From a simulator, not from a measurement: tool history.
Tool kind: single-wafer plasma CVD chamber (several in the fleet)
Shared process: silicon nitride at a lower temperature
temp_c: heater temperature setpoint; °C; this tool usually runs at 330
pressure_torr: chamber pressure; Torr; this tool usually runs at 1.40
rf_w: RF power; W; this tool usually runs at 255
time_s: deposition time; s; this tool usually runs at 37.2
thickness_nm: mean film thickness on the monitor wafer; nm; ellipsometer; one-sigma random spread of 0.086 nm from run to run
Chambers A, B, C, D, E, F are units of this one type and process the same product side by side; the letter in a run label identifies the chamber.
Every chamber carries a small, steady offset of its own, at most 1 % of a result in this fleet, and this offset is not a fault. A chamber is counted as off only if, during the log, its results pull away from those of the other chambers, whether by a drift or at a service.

run,day,temp_c,pressure_torr,rf_w,time_s,"read-back reference wafer on the same gauge, thickness_nm",thickness_nm
1B,0.400,330,1.40,255,37.2,32.808,37.831
2E,0.879,330,1.40,255,37.2,32.793,37.790
3F,1.217,330,1.40,255,37.2,32.803,37.609
4D,1.521,330,1.40,255,37.2,32.793,37.807
5C,1.883,322,1.40,255,37.2,32.810,38.421
6A,2.304,322,1.40,255,37.2,32.814,37.928
7B,2.733,322,1.40,255,37.2,32.803,37.843
8C,3.062,322,1.40,255,37.2,32.789,38.300
9E,3.454,322,1.40,255,37.2,32.789,37.849
10A,3.738,322,1.40,255,37.2,32.805,37.817
11D,4.233,330,1.40,255,37.2,32.794,37.783
12F,4.621,330,1.40,255,37.2,32.802,37.498
13C,5.038,330,1.40,255,37.2,32.795,38.080
14E,5.425,330,1.40,255,37.2,32.803,37.910
15A,5.892,330,1.40,255,37.2,32.812,37.763
# day 6.142: chamber B: thermocouple changed; heater temperature recalibrated
16B,6.225,330,1.66,290,37.2,32.805,43.403
17F,6.629,330,1.66,290,37.2,32.808,43.089
18D,6.883,330,1.66,290,37.2,32.808,43.347
19F,7.162,330,1.66,290,37.2,32.787,43.034
20D,7.404,330,1.66,290,37.2,32.806,43.642
21E,7.829,330,1.66,290,37.2,32.808,43.366
22A,8.092,330,1.40,255,37.2,32.807,37.698
23B,8.479,330,1.40,255,32.3,32.791,32.764
24C,8.775,330,1.40,255,32.3,32.810,33.211
25D,9.062,330,1.40,255,32.3,32.797,32.830
# day 9.262: chamber C: thermocouple changed; heater temperature recalibrated
26C,9.479,330,1.40,255,32.3,32.808,33.240
27F,9.829,330,1.40,255,32.3,32.795,32.445
28A,10.158,330,1.40,255,32.3,32.804,32.806
# day 10.183: chamber A: RF generator calibrated
29E,10.446,330,1.40,220,37.2,32.810,34.286
30B,10.912,330,1.40,220,37.2,32.798,34.085
31B,11.142,330,1.40,220,37.2,32.821,34.067
32C,11.567,330,1.40,220,37.2,32.785,34.249
33A,11.871,330,1.40,220,37.2,32.803,34.058
34D,12.108,330,1.40,220,37.2,32.813,33.940
35F,12.367,330,1.40,255,37.2,32.825,37.152
36E,12.808,330,1.40,255,37.2,32.786,37.944
37C,13.029,330,1.40,255,37.2,32.784,38.183
38B,13.304,330,1.40,255,37.2,32.812,37.829
39E,13.742,330,1.40,255,37.2,32.791,37.765
40D,14.138,330,1.40,255,37.2,32.800,37.689
41F,14.533,330,1.57,255,37.2,32.825,38.168

What goes on in this fleet: one chamber off, a drifting gauge, or nothing beyond the chambers' own small offsets? Name the chamber and the cause, if any.

It is chamber F that slowly wanders off from its peers.
Most likely cause: delivered RF power below the setpoint (%) = 2.53.
The log may not separate it from: true pressure below the setpoint (%).

Chamber F could run next with any of the 4 candidate recipes listed below; each alters the usual settings, and their results appear as question marks. Which one brings its results back in line with what the other chambers deliver on the usual settings?
A result is in line if it is within this distance of the other chambers' mean on the usual settings: thickness_nm 0.300 nm
42F-1,14.888,330,1.42,260,38.4,,?
42F-2,14.888,330,1.52,255,37.2,,?
42F-3,14.888,330,1.40,250,35.9,,?
42F-4,14.888,330,1.40,250,36.7,,?

What the other chambers average on the usual settings: thickness_nm 37.872 nm
run,thickness_nm
42F-1,38.806
42F-2,37.814
42F-3,35.154
42F-4,35.936
42F-2 puts the chamber back in line with the other chambers.
